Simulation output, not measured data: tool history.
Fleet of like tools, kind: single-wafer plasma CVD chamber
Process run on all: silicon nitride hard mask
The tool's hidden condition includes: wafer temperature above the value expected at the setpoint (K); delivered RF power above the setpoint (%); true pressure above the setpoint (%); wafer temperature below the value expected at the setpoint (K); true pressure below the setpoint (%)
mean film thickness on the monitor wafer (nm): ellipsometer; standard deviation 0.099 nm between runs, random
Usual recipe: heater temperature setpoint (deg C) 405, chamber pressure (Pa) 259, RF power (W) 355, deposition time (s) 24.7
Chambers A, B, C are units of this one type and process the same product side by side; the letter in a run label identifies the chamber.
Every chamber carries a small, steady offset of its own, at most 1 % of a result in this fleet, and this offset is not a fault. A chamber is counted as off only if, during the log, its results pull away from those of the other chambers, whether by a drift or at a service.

run	hour	heater temperature setpoint (deg C)	chamber pressure (Pa)	RF power (W)	deposition time (s)	hours since the last thermocouple change	hours since the last RF generator calibration	hours since the last manometer calibration	read-back reference wafer on the same gauge, thickness_nm	mean film thickness on the monitor wafer (nm)
1C	4.7	405	259	355	24.7	1165.4	515.8	1041.8	38.488	33.024
2A	13.6	405	259	355	24.7	1809.5	759	1622.5	38.516	33.368
3B	21.6	405	259	355	24.7	2316.5	878.4	565.5	38.505	33.514
4B	25.9	405	259	355	24.7	2320.8	882.7	569.8	38.483	33.569
5C	32	405	259	355	24.7	1192.7	543.1	1069.1	38.514	33.168
6A	36.3	405	259	355	24.7	1832.2	781.7	1645.2	38.488	33.34
7C	41	405	259	355	24.7	1201.7	552.1	1078.1	38.502	33.16
8B	48.5	405	259	355	24.7	2343.4	905.3	592.4	38.505	33.66
# hour 50.6: chamber B: thermocouple changed; heater temperature recalibrated
9A	55.3	405	259	355	24.7	1851.2	800.7	1664.2	38.519	33.349
10C	59.2	405	259	355	24.7	1219.9	570.3	1096.3	38.496	33.231
11B	66.7	405	259	355	24.7	16.2	923.5	610.6	38.492	33.479
12A	73.9	405	259	355	24.7	1869.8	819.3	1682.8	38.486	33.467
13A	77.8	405	259	355	24.7	1873.7	823.2	1686.7	38.496	33.178
14C	82.3	405	259	355	24.7	1243	593.4	1119.4	38.499	33.211
15B	87.3	405	259	320	24.7	36.8	944.1	631.2	38.48	31.41
# hour 89.7: chamber C: capacitance manometer re-zeroed and calibrated
16B	95.6	405	259	320	24.7	45.1	952.4	639.5	38.53	31.493
17C	99.5	405	259	320	24.7	1260.2	610.6	9.8	38.485	30.675
18A	103.9	396	259	355	29.2	1899.8	849.3	1712.8	38.461	39.631
19B	109.6	396	259	355	29.2	59.1	966.4	653.5	38.499	39.811
20A	118.5	396	259	355	29.2	1914.4	863.9	1727.4	38.527	39.561
21C	126.1	405	259	355	24.7	1286.8	637.2	36.4	38.485	32.708
22C	132.2	405	259	355	24.7	1292.9	643.3	42.5	38.511	32.576
23B	137.3	405	259	355	24.7	86.8	994.1	681.2	38.507	33.531
24A	142.1	405	259	355	24.7	1938	887.5	1751	38.489	33.196
25C	146	405	259	355	24.7	1306.7	657.1	56.3	38.518	32.668
26A	152.5	405	259	405	24.7	1948.4	897.9	1761.4	38.471	36.048

Does one chamber stand apart from the rest, does the shared gauge drift, or is all well apart from small per-chamber offsets? Give the chamber and the most likely cause, where there is one.

Chamber C came out of a service off from its peers and stayed that way.
Most likely cause: true pressure below the setpoint (%) = 6.38.

Below are 4 candidate recipes for chamber C's next run, each the usual settings with a change, their results shown as question marks. Which of them brings C's results back in line with what the other chambers give on the usual settings?
Counts as in line when no further than this from what the other chambers average on the usual settings: mean film thickness on the monitor wafer (nm) 0.35
27C-1	158.8	405	259	350	23.9					?
27C-2	158.8	405	259	365	25.5					?
27C-3	158.8	405	253	345	24.7					?
27C-4	158.8	405	259	355	25.3					?

Usual-settings mean across the other chambers: mean film thickness on the monitor wafer (nm) 33.437
run	mean film thickness on the monitor wafer (nm)
27C-1	31.222
27C-2	34.2
27C-3	31.791
27C-4	33.343
Change 27C-4 lands the chamber within the allowed miss of the other chambers.
